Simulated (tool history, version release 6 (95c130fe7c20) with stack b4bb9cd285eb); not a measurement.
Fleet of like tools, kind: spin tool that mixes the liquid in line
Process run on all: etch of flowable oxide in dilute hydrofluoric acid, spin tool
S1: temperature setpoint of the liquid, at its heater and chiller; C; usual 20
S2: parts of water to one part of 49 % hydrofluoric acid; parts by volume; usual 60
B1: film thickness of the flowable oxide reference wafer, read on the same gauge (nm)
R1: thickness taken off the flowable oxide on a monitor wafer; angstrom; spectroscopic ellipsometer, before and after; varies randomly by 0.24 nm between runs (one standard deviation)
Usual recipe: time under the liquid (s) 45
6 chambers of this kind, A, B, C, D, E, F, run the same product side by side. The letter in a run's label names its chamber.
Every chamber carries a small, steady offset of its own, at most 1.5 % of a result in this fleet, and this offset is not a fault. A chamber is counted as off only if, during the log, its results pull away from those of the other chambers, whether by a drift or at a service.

Run 1F, hour 5: usual settings; B1 40.01. Result: R1 314.51 angstrom.
Run 2D, hour 10.3: usual settings; B1 40.048. Result: R1 315.07 angstrom.
Run 3C, hour 15.1: usual settings; B1 39.975. Result: R1 316.01 angstrom.
Run 4E, hour 18.8: usual settings; B1 40.031. Result: R1 312.48 angstrom.
Run 5B, hour 23.5: usual settings; B1 39.97. Result: R1 310.19 angstrom.
Run 6A, hour 28.6: usual settings; B1 39.969. Result: R1 314.32 angstrom.
Run 7B, hour 33.5: usual settings; B1 40.003. Result: R1 312.47 angstrom.
Run 8F, hour 38.3: usual settings; B1 39.961. Result: R1 311.55 angstrom.
Run 9E, hour 43.8: usual settings but S1 17 C; B1 39.982. Result: R1 271.66 angstrom.
Run 10C, hour 48.1: usual settings but S1 17 C; B1 39.99. Result: R1 274.63 angstrom.
Run 11D, hour 52.9: usual settings but S1 17 C; B1 39.99. Result: R1 276.13 angstrom.
Run 12A, hour 57.5: usual settings but S1 17 C; B1 40.015. Result: R1 272.35 angstrom.
Run 13A, hour 61.3: usual settings but S1 17 C; B1 40.007. Result: R1 273.37 angstrom.
Run 14F, hour 66: usual settings but S1 17 C; B1 40.006. Result: R1 273.37 angstrom.
Run 15C, hour 70.5: usual settings but S1 22 C, S2 75 parts by volume; B1 39.969. Result: R1 271.19 angstrom.
Run 16D, hour 74.3: usual settings but S1 22 C, S2 75 parts by volume; B1 40.004. Result: R1 273.78 angstrom.
Run 17B, hour 77.7: usual settings but S1 22 C, S2 75 parts by volume; B1 40.009. Result: R1 276.25 angstrom.
Run 18E, hour 81: usual settings but S1 22 C, S2 75 parts by volume; B1 40.008. Result: R1 271.41 angstrom.
Run 19E, hour 83.8: usual settings but S1 22 C, S2 75 parts by volume; B1 39.957. Result: R1 266.24 angstrom.
Run 20A, hour 86.4: usual settings but S1 22 C, S2 75 parts by volume; B1 40.009. Result: R1 262.62 angstrom.
Run 21F, hour 90.2: usual settings; B1 39.979. Result: R1 308.51 angstrom.
Run 22B, hour 95.5: usual settings but S1 22.5 C, time under the liquid (s) 30; B1 40.008. Result: R1 238.99 angstrom.
Run 23C, hour 100.1: usual settings but S1 22.5 C, time under the liquid (s) 30; B1 40.013. Result: R1 235.56 angstrom.
Run 24D, hour 102.9: usual settings but S1 22.5 C, time under the liquid (s) 30; B1 40.011. Result: R1 236.68 angstrom.
Run 25E, hour 107: usual settings but S1 22.5 C, time under the liquid (s) 30; B1 40.007. Result: R1 230.82 angstrom.
Run 26B, hour 109.7: usual settings but S1 22.5 C, time under the liquid (s) 30; B1 39.983. Result: R1 239.25 angstrom.
Run 27A, hour 113.1: usual settings but S1 22.5 C, time under the liquid (s) 30; B1 39.976. Result: R1 231.49 angstrom.
Run 28F, hour 117.5: usual settings; B1 39.997. Result: R1 314.31 angstrom.
Run 29C, hour 122.7: usual settings; B1 40.011. Result: R1 315.2 angstrom.
Run 30D, hour 127.8: usual settings; B1 40.028. Result: R1 315.42 angstrom.
Run 31E, hour 132.3: usual settings; B1 40.03. Result: R1 313.48 angstrom.
Run 32D, hour 136.3: usual settings; B1 40. Result: R1 317.41 angstrom.
Run 33C, hour 138.9: usual settings; B1 39.989. Result: R1 311.14 angstrom.
Run 34F, hour 144.3: usual settings but S2 45 parts by volume, time under the liquid (s) 55; B1 39.995. Result: R1 522.02 angstrom.
Run 35B, hour 147.5: usual settings but S2 45 parts by volume, time under the liquid (s) 55; B1 39.978. Result: R1 548.25 angstrom.
Run 36A, hour 153.1: usual settings but S2 45 parts by volume, time under the liquid (s) 55; B1 39.996. Result: R1 516.42 angstrom.
Run 37E, hour 155.7: usual settings but S2 45 parts by volume, time under the liquid (s) 55; B1 39.99. Result: R1 521.63 angstrom.
Run 38A, hour 159.1: usual settings but S2 45 parts by volume, time under the liquid (s) 55; B1 39.992. Result: R1 519.41 angstrom.
Run 39C, hour 161.9: usual settings but S2 45 parts by volume, time under the liquid (s) 55; B1 39.955. Result: R1 517.27 angstrom.
Run 40D, hour 165.8: usual settings; B1 39.99. Result: R1 321.78 angstrom.
At hour 169.8: chamber B: thermometer replaced.
Run 41B, hour 170.4: usual settings; B1 39.968. Result: R1 332.34 angstrom.

Which is it: a chamber that has drifted or been left off by a service, a gauge drift common to all chambers, or only each chamber's usual small offset? If a chamber is off, name it and its likeliest cause.

One chamber, B, drifts off from the rest bit by bit.
Most likely cause: hydrofluoric acid flow above the setpoint (%) = 5.29.

Below are 4 candidate recipes for chamber B's next run, each the usual settings with a change, their results shown as question marks. Which of them brings B's results back in line with what the other chambers give on the usual settings?
In-line tolerance around the mean of the other chambers on the usual settings: R1 8.5 angstrom
Run 42B-1, hour 174.6: usual settings but time under the liquid (s) 50. Result: R1 ?.
Run 42B-2, hour 174.6: usual settings but S1 17.5 C. Result: R1 ?.
Run 42B-3, hour 174.6: usual settings but S1 19 C. Result: R1 ?.
Run 42B-4, hour 174.6: usual settings but S1 21 C. Result: R1 ?.

What the other chambers average on the usual settings: R1 313.42 angstrom
  run      R1
42B-1  367.34
42B-2  296.76
42B-3  316.74
42B-4  345.11
42B-3 is the one that brings the chamber's results back in line with the other chambers.
